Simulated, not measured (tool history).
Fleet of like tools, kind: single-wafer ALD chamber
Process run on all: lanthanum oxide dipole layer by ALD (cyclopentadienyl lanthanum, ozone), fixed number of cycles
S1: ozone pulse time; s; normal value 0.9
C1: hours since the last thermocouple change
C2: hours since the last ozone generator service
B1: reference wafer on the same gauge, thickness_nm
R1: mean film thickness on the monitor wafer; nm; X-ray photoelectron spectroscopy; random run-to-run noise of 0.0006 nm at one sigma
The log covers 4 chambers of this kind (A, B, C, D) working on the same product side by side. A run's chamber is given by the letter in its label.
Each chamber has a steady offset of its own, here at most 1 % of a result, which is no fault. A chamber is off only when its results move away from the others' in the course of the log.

{"run": "1D", "hour": 5.5, "S1": 0.9, "C1": 197.7, "C2": 597.3, "B1": 0.48809, "R1": 0.48078}
{"run": "2A", "hour": 12.8, "S1": 0.9, "C1": 1472.4, "C2": 1018.8, "B1": 0.48823, "R1": 0.48366}
{"run": "3C", "hour": 18.6, "S1": 0.9, "C1": 2600.7, "C2": 975.7, "B1": 0.48826, "R1": 0.48066}
{"run": "4B", "hour": 25.1, "S1": 0.9, "C1": 2428.6, "C2": 1525.1, "B1": 0.48825, "R1": 0.48026}
{"run": "5A", "hour": 32.4, "S1": 0.9, "C1": 1492, "C2": 1038.4, "B1": 0.48847, "R1": 0.48433}
{"run": "6B", "hour": 40.4, "S1": 0.9, "C1": 2443.9, "C2": 1540.4, "B1": 0.48847, "R1": 0.48006}
{"run": "7D", "hour": 44.6, "S1": 0.9, "C1": 236.8, "C2": 636.4, "B1": 0.48858, "R1": 0.48355}
{"run": "8C", "hour": 49.1, "S1": 0.9, "C1": 2631.2, "C2": 1006.2, "B1": 0.48864, "R1": 0.48143}
{"run": "9B", "hour": 54.1, "S1": 0.9, "C1": 2457.6, "C2": 1554.1, "B1": 0.48872, "R1": 0.47904}
{"hour": 56.3, "done": "chamber A: ozone generator serviced"}
{"run": "10C", "hour": 62.5, "S1": 0.9, "C1": 2644.6, "C2": 1019.6, "B1": 0.48897, "R1": 0.48158}
{"run": "11D", "hour": 66.4, "S1": 0.9, "C1": 258.6, "C2": 658.2, "B1": 0.48896, "R1": 0.48422}
{"run": "12A", "hour": 74.1, "S1": 0.9, "C1": 1533.7, "C2": 17.8, "B1": 0.48897, "R1": 0.48322}
{"run": "13B", "hour": 78.0, "S1": 0.9, "C1": 2481.5, "C2": 1578, "B1": 0.48912, "R1": 0.47916}
{"hour": 83.5, "done": "chamber D: ozone generator serviced"}
{"run": "14D", "hour": 83.6, "S1": 0.9, "C1": 275.8, "C2": 0.1, "B1": 0.48913, "R1": 0.4834}
{"run": "15C", "hour": 88.2, "S1": 0.9, "C1": 2670.3, "C2": 1045.3, "B1": 0.48915, "R1": 0.48147}
{"run": "16A", "hour": 92.7, "S1": 1.13, "C1": 1552.3, "C2": 36.4, "B1": 0.48935, "R1": 0.52018}
{"run": "17A", "hour": 96.6, "S1": 1.13, "C1": 1556.2, "C2": 40.3, "B1": 0.48942, "R1": 0.52027}
{"run": "18B", "hour": 101.9, "S1": 1.13, "C1": 2505.4, "C2": 1601.9, "B1": 0.48947, "R1": 0.51545}
{"run": "19C", "hour": 109.4, "S1": 1.13, "C1": 2691.5, "C2": 1066.5, "B1": 0.48942, "R1": 0.51729}
{"run": "20D", "hour": 113.2, "S1": 0.9, "C1": 305.4, "C2": 29.7, "B1": 0.48954, "R1": 0.48425}
{"run": "21D", "hour": 120.5, "S1": 0.9, "C1": 312.7, "C2": 37, "B1": 0.48983, "R1": 0.48359}
{"run": "22A", "hour": 128.5, "S1": 0.9, "C1": 1588.1, "C2": 72.2, "B1": 0.48969, "R1": 0.48462}
{"run": "23C", "hour": 135.3, "S1": 0.9, "C1": 2717.4, "C2": 1092.4, "B1": 0.48991, "R1": 0.48158}
{"run": "24B", "hour": 139.9, "S1": 0.9, "C1": 2543.4, "C2": 1639.9, "B1": 0.48994, "R1": 0.48047}
{"run": "25D", "hour": 148.3, "S1": 0.9, "C1": 340.5, "C2": 64.8, "B1": 0.49002, "R1": 0.48437}
{"run": "26A", "hour": 152.8, "S1": 0.64, "C1": 1612.4, "C2": 96.5, "B1": 0.49023, "R1": 0.41915}
{"run": "27C", "hour": 156.8, "S1": 0.64, "C1": 2738.9, "C2": 1113.9, "B1": 0.49032, "R1": 0.41677}
{"run": "28B", "hour": 163.5, "S1": 0.64, "C1": 2567, "C2": 1663.5, "B1": 0.4904, "R1": 0.41544}
{"run": "29C", "hour": 171.2, "S1": 0.64, "C1": 2753.3, "C2": 1128.3, "B1": 0.49031, "R1": 0.41727}

Each of the 4 chambers runs these same settings next. Fill in every chamber's results:
{"run": "30A", "hour": 177.3, "S1": 1.16, "R1": "?"}
{"run": "30B", "hour": 177.3, "S1": 1.16, "R1": "?"}
{"run": "30C", "hour": 177.3, "S1": 1.16, "R1": "?"}
{"run": "30D", "hour": 177.3, "S1": 1.16, "R1": "?"}

run=30A R1=0.52361
run=30B R1=0.51863
run=30C R1=0.5223
run=30D R1=0.52306
